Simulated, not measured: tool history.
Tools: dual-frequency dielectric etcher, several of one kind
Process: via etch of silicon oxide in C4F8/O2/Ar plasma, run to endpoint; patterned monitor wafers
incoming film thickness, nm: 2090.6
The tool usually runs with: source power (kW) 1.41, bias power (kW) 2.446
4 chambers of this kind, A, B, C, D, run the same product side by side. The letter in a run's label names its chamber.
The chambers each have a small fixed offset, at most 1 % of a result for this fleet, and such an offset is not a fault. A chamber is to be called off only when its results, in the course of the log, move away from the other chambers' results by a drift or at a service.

run   hour  source power (kW)  bias power (kW)  hours since the last wet clean  hours since the last source power generator calibration  hours since the last bias power generator calibration  endpoint time (s)
 1D    3.9               1.41            2.446                           368.3                                                   1592.2                                                 3231.6             450.85
 2C   10.2               1.41            2.446                           337.5                                                   2350.5                                                  311.8             447.92
 3A     18               1.41            2.446                           424.9                                                   1579.2                                                 1483.2             447.29
 4B   25.5               1.41            2.446                           291.4                                                   1719.6                                                 3384.7             452.91
 5C   31.1               1.41            2.446                           358.4                                                   2371.4                                                  332.7             444.11
 6B   38.5               1.41            2.446                           304.4                                                   1732.6                                                 3397.7             452.13
 7D   43.1               1.41            2.446                           407.5                                                   1631.4                                                 3270.8             449.09
 8A   51.3               1.41            2.446                           458.2                                                   1612.5                                                 1516.5             445.97
 9B   59.3               1.41            2.446                           325.2                                                   1753.4                                                 3418.5             447.25
10D   64.2               1.08            2.053                           428.6                                                   1652.5                                                 3291.9             528.31
11C   69.2               1.08            2.053                           396.5                                                   2409.5                                                  370.8             515.25
      73.8  -- chamber A: wet clean of the chamber
12A   75.2               1.08            2.053                             1.5                                                   1636.4                                                 1540.4             542.71
13D   83.2               1.08            2.053                           447.6                                                   1671.5                                                 3310.9             526.38
      84.3  -- chamber D: wet clean of the chamber
14B   91.5               1.21            2.677                           357.4                                                   1785.6                                                 3450.7              461.5
15A   95.9               1.21            2.677                            22.2                                                   1657.1                                                 1561.1             481.14
16C  102.5               1.21            2.677                           429.8                                                   2442.8                                                  404.1             463.87
17B  109.8               1.21            2.677                           375.7                                                   1803.9                                                   3469                463
18D  113.5               1.41            2.446                            29.2                                                   1701.8                                                 3341.2             449.15
19A  120.3               1.41            2.446                            46.6                                                   1681.5                                                 1585.5             463.54
20C  125.3               1.41            2.446                           452.6                                                   2465.6                                                  426.9             443.34
21A  131.8               1.41            2.446                            58.1                                                     1693                                                   1597             463.91
22D  139.5               1.41            2.446                            55.2                                                   1727.8                                                 3367.2             448.84
23B  145.8               1.41            2.446                           411.7                                                   1839.9                                                   3505             454.47
24C  150.4                1.6            2.446                           477.7                                                   2490.7                                                    452             423.42

For the next run the whole fleet of 4 chambers uses the same settings. Give each chamber's results:
25A  156.4               1.41            2.446                                                                                                                                                                  ?
25B  156.4               1.41            2.446                                                                                                                                                                  ?
25C  156.4               1.41            2.446                                                                                                                                                                  ?
25D  156.4               1.41            2.446                                                                                                                                                                  ?

run  endpoint time (s)
25A             469.91
25B             447.21
25C              443.4
25D             448.01
